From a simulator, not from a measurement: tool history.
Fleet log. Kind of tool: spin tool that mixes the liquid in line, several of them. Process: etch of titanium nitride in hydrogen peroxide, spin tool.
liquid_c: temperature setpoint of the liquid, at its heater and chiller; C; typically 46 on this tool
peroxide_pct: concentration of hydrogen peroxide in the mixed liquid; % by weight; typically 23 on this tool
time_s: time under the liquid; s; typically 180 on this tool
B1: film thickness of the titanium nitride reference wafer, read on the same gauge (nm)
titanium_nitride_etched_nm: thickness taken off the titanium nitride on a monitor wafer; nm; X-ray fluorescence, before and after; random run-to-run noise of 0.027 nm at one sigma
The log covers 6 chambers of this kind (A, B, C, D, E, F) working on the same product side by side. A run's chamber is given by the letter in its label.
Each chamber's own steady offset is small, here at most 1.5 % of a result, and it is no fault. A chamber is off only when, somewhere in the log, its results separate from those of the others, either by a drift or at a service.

{"run": "1D", "hour": 2.3, "liquid_c": 46, "peroxide_pct": 23, "time_s": 180, "B1": 39.998, "titanium_nitride_etched_nm": 5.3174}
{"hour": 5.1, "done": "chamber C: peroxide flow meter replaced"}
{"run": "2C", "hour": 6.4, "liquid_c": 46, "peroxide_pct": 23, "time_s": 180, "B1": 40.009, "titanium_nitride_etched_nm": 5.2515}
{"run": "3A", "hour": 9.8, "liquid_c": 46, "peroxide_pct": 23, "time_s": 180, "B1": 39.993, "titanium_nitride_etched_nm": 5.2989}
{"hour": 11.4, "done": "chamber F: new drum of peroxide connected"}
{"hour": 12.2, "done": "chamber E: new drum of peroxide connected"}
{"run": "4E", "hour": 14.2, "liquid_c": 46, "peroxide_pct": 23, "time_s": 180, "B1": 40.003, "titanium_nitride_etched_nm": 5.2254}
{"run": "5F", "hour": 17.2, "liquid_c": 46, "peroxide_pct": 23, "time_s": 180, "B1": 40.019, "titanium_nitride_etched_nm": 5.3104}
{"run": "6B", "hour": 20.5, "liquid_c": 46, "peroxide_pct": 23, "time_s": 180, "B1": 40, "titanium_nitride_etched_nm": 5.2786}
{"run": "7F", "hour": 24.6, "liquid_c": 46, "peroxide_pct": 23, "time_s": 180, "B1": 39.997, "titanium_nitride_etched_nm": 5.2672}
{"run": "8A", "hour": 29.0, "liquid_c": 46, "peroxide_pct": 23, "time_s": 180, "B1": 39.994, "titanium_nitride_etched_nm": 5.2726}
{"run": "9C", "hour": 33.3, "liquid_c": 46, "peroxide_pct": 23, "time_s": 180, "B1": 40.006, "titanium_nitride_etched_nm": 5.2612}
{"run": "10B", "hour": 36.5, "liquid_c": 46, "peroxide_pct": 23, "time_s": 180, "B1": 40.017, "titanium_nitride_etched_nm": 5.2515}
{"run": "11D", "hour": 40.2, "liquid_c": 37, "peroxide_pct": 26.5, "time_s": 180, "B1": 39.998, "titanium_nitride_etched_nm": 2.7509}
{"run": "12E", "hour": 44.5, "liquid_c": 37, "peroxide_pct": 26.5, "time_s": 180, "B1": 39.999, "titanium_nitride_etched_nm": 2.7006}
{"run": "13B", "hour": 46.7, "liquid_c": 37, "peroxide_pct": 26.5, "time_s": 180, "B1": 40.003, "titanium_nitride_etched_nm": 2.7269}
{"run": "14C", "hour": 50.0, "liquid_c": 37, "peroxide_pct": 26.5, "time_s": 180, "B1": 39.989, "titanium_nitride_etched_nm": 2.713}
{"run": "15F", "hour": 54.1, "liquid_c": 37, "peroxide_pct": 26.5, "time_s": 180, "B1": 40.011, "titanium_nitride_etched_nm": 2.7506}
{"run": "16E", "hour": 56.2, "liquid_c": 37, "peroxide_pct": 26.5, "time_s": 180, "B1": 40.017, "titanium_nitride_etched_nm": 2.7004}
{"run": "17A", "hour": 58.7, "liquid_c": 46, "peroxide_pct": 23, "time_s": 180, "B1": 40.003, "titanium_nitride_etched_nm": 5.27}
{"run": "18D", "hour": 61.8, "liquid_c": 46, "peroxide_pct": 23, "time_s": 180, "B1": 40.03, "titanium_nitride_etched_nm": 5.2665}
{"run": "19E", "hour": 65.6, "liquid_c": 46, "peroxide_pct": 23, "time_s": 180, "B1": 40.014, "titanium_nitride_etched_nm": 5.2854}
{"run": "20D", "hour": 69.8, "liquid_c": 53, "peroxide_pct": 25.5, "time_s": 180, "B1": 39.997, "titanium_nitride_etched_nm": 9.1022}
{"run": "21F", "hour": 73.5, "liquid_c": 53, "peroxide_pct": 25.5, "time_s": 180, "B1": 39.979, "titanium_nitride_etched_nm": 8.9324}
{"run": "22C", "hour": 75.4, "liquid_c": 53, "peroxide_pct": 25.5, "time_s": 180, "B1": 40.011, "titanium_nitride_etched_nm": 9.0305}
{"run": "23B", "hour": 79.2, "liquid_c": 53, "peroxide_pct": 25.5, "time_s": 180, "B1": 39.992, "titanium_nitride_etched_nm": 8.8006}
{"run": "24A", "hour": 82.9, "liquid_c": 53, "peroxide_pct": 25.5, "time_s": 180, "B1": 40.03, "titanium_nitride_etched_nm": 9.0329}
{"run": "25C", "hour": 87.0, "liquid_c": 53, "peroxide_pct": 25.5, "time_s": 180, "B1": 39.976, "titanium_nitride_etched_nm": 8.8905}
{"run": "26F", "hour": 90.5, "liquid_c": 46, "peroxide_pct": 23, "time_s": 180, "B1": 40.02, "titanium_nitride_etched_nm": 5.2458}
{"run": "27B", "hour": 94.1, "liquid_c": 46, "peroxide_pct": 23, "time_s": 180, "B1": 40.001, "titanium_nitride_etched_nm": 5.1483}
{"hour": 97.1, "done": "chamber E: peroxide flow meter replaced"}
{"run": "28D", "hour": 97.1, "liquid_c": 46, "peroxide_pct": 23, "time_s": 180, "B1": 40.004, "titanium_nitride_etched_nm": 5.2689}
{"run": "29A", "hour": 99.2, "liquid_c": 49.5, "peroxide_pct": 23, "time_s": 105, "B1": 39.992, "titanium_nitride_etched_nm": 3.9522}
{"hour": 100.5, "done": "chamber A: peroxide flow meter replaced"}
{"run": "30E", "hour": 102.1, "liquid_c": 49.5, "peroxide_pct": 23, "time_s": 105, "B1": 40.013, "titanium_nitride_etched_nm": 3.9792}
{"run": "31A", "hour": 105.9, "liquid_c": 49.5, "peroxide_pct": 23, "time_s": 105, "B1": 40.003, "titanium_nitride_etched_nm": 3.9709}
{"run": "32F", "hour": 109.0, "liquid_c": 49.5, "peroxide_pct": 23, "time_s": 105, "B1": 40.012, "titanium_nitride_etched_nm": 3.9576}
{"run": "33D", "hour": 111.3, "liquid_c": 49.5, "peroxide_pct": 23, "time_s": 105, "B1": 40.008, "titanium_nitride_etched_nm": 4.0171}
{"run": "34E", "hour": 115.8, "liquid_c": 49.5, "peroxide_pct": 23, "time_s": 105, "B1": 40.011, "titanium_nitride_etched_nm": 3.9857}
{"run": "35B", "hour": 119.2, "liquid_c": 46, "peroxide_pct": 23, "time_s": 180, "B1": 40.016, "titanium_nitride_etched_nm": 5.0853}
{"run": "36C", "hour": 123.2, "liquid_c": 46, "peroxide_pct": 23, "time_s": 180, "B1": 40.022, "titanium_nitride_etched_nm": 5.2255}

Does one chamber stand apart from the rest, does the shared gauge drift, or is all well apart from small per-chamber offsets? Give the chamber and the most likely cause, where there is one.

Little by little, chamber B moves away from the other chambers.
Likeliest cause: liquid colder than its thermometer reads (K) = 0.469.
It could be hard to tell apart here from: temperature lost on the way to the wafer (K).

Which of the 4 candidates below, each the usual settings with something changed and its results left as question marks, puts chamber B back in line with what the other chambers give on the usual settings?
Allowed miss from the other chambers' usual-settings mean, per result, to count as in line: titanium_nitride_etched_nm 0.095 nm
{"run": "37B-1", "hour": 126.4, "liquid_c": 47, "peroxide_pct": 23, "time_s": 180, "titanium_nitride_etched_nm": "?"}
{"run": "37B-2", "hour": 126.4, "liquid_c": 46, "peroxide_pct": 19, "time_s": 180, "titanium_nitride_etched_nm": "?"}
{"run": "37B-3", "hour": 126.4, "liquid_c": 46, "peroxide_pct": 27, "time_s": 180, "titanium_nitride_etched_nm": "?"}
{"run": "37B-4", "hour": 126.4, "liquid_c": 46, "peroxide_pct": 17, "time_s": 180, "titanium_nitride_etched_nm": "?"}

Mean of the other chambers on the usual settings: titanium_nitride_etched_nm 5.2741 nm
run=37B-1 titanium_nitride_etched_nm=5.4539
run=37B-2 titanium_nitride_etched_nm=4.8617
run=37B-3 titanium_nitride_etched_nm=5.2441
run=37B-4 titanium_nitride_etched_nm=4.7486
Change 37B-3 lands the chamber within the allowed miss of the other chambers.
